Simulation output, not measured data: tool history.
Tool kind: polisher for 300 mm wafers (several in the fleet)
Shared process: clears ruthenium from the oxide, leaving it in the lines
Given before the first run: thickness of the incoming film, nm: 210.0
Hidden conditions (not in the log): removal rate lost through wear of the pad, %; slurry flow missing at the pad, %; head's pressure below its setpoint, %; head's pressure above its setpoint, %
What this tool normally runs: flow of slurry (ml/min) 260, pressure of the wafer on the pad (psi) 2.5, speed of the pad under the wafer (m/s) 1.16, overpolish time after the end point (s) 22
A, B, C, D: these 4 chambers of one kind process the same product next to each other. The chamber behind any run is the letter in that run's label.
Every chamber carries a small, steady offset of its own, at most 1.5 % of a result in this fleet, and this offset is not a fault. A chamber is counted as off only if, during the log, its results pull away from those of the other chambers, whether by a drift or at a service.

run,hour,flow of slurry (ml/min),pressure of the wafer on the pad (psi),speed of the pad under the wafer (m/s),overpolish time after the end point (s),wafers polished on this pad,hours since the slurry nozzle was cleaned,hours since the head pressure was calibrated,time until the end point was called (s)
# hour 3.1: chamber B: slurry nozzle cleaned
1A,8.7,260,2.5,1.16,22,1273,401.7,471.4,121.98
# hour 14.6: chamber A: worn pad replaced by a new one
2D,15.5,260,2.5,1.16,22,267,274.4,514.2,122.5
3B,24.3,260,2.5,1.16,22,385,21.3,574,123.98
4C,30.9,260,2.5,1.16,22,1280,32.1,139,123.71
5D,37.6,260,2.9,1.16,34,434,296.5,536.3,106.18
6C,45.1,260,2.9,1.16,34,1387,46.3,153.2,105.42
7A,54.7,260,2.9,1.16,34,303,447.7,517.4,105.94
8B,61.1,260,2.9,1.16,34,663,58.1,610.8,105.18
# hour 64.4: chamber C: worn pad replaced by a new one
9C,67.5,260,2.5,1.16,22,23,68.7,175.6,122.59
10B,77.3,260,2.5,1.16,22,785,74.3,627,123.99
11A,85.9,260,2.5,1.16,22,538,478.9,548.6,120.54
12D,92.2,260,2.5,1.16,22,846,351.1,590.9,122.93
13B,100.4,260,2.5,1.16,22,959,97.4,650.1,124.77
14A,105.8,260,2.5,1.16,22,689,498.8,568.5,122.44
15C,113.5,260,2.5,1.16,22,371,114.7,221.6,124.15
16D,120.4,260,2.5,1.16,22,1059,379.3,619.1,121.24
# hour 125.7: chamber B: head pressure recalibrated
17B,130.4,260,2.5,1.16,22,1186,127.4,4.8,123.39
18A,135,260,2.5,1.16,22,909,528,597.7,124.16
19D,140.4,260,2.5,1.16,22,1210,399.3,639.1,120.78
20C,148.5,260,2.5,1.16,22,635,149.7,256.6,123.3
21B,154.7,300,2.5,0.94,22,1369,151.7,29.1,152.87
22C,161.2,300,2.5,0.94,22,731,162.4,269.3,149.6
23D,167,300,2.5,0.94,22,1411,425.9,665.7,147.42
# hour 167.7: chamber B: worn pad replaced by a new one
24A,177.4,300,2.5,0.94,22,1229,570.4,640.1,149.36
# hour 181.3: chamber D: worn pad replaced by a new one
25C,184.4,260,2.5,1.16,22,906,185.6,292.5,124.86
# hour 192.6: chamber A: worn pad replaced by a new one
26B,192.6,260,2.5,1.16,22,188,189.6,67,124.56
27A,203,260,2.5,1.16,22,78,596,665.7,123.29
28D,212.8,260,2.5,1.16,22,238,471.7,711.5,122.29
29A,221.9,260,2.5,1.16,22,221,614.9,684.6,122.42
30D,229.2,260,2.5,1.16,22,362,488.1,727.9,122.61
# hour 231.5: chamber C: worn pad replaced by a new one
31C,234.9,260,2.5,1.16,31,25,236.1,343,123.95
32B,244.1,260,2.5,1.16,31,577,241.1,118.5,120.21
33B,250.6,260,2.5,1.16,31,626,247.6,125,123.95
34C,260.3,260,2.5,1.16,31,217,261.5,368.4,122.61
35D,269.2,260,2.5,1.16,22,664,528.1,767.9,122.26
36A,279.6,260,2.5,1.16,22,657,672.6,742.3,121.23
37D,285.2,260,2.5,1.16,22,784,544.1,783.9,121.28
38C,293.2,260,2.5,1.16,22,466,294.4,401.3,121.64
39B,302,260,2.5,1.16,22,1014,299,176.4,124.63
# hour 305.1: chamber A: head pressure recalibrated
40A,310.4,310,2.5,1.16,32,889,703.4,5.4,118.98

Is one chamber out of step, is the gauge drifting, or do the chambers differ by no more than their own small offsets? For an off chamber, give its letter and the likeliest cause.

All chambers stay in line apart from their small fixed offsets, and the gauge does not drift.
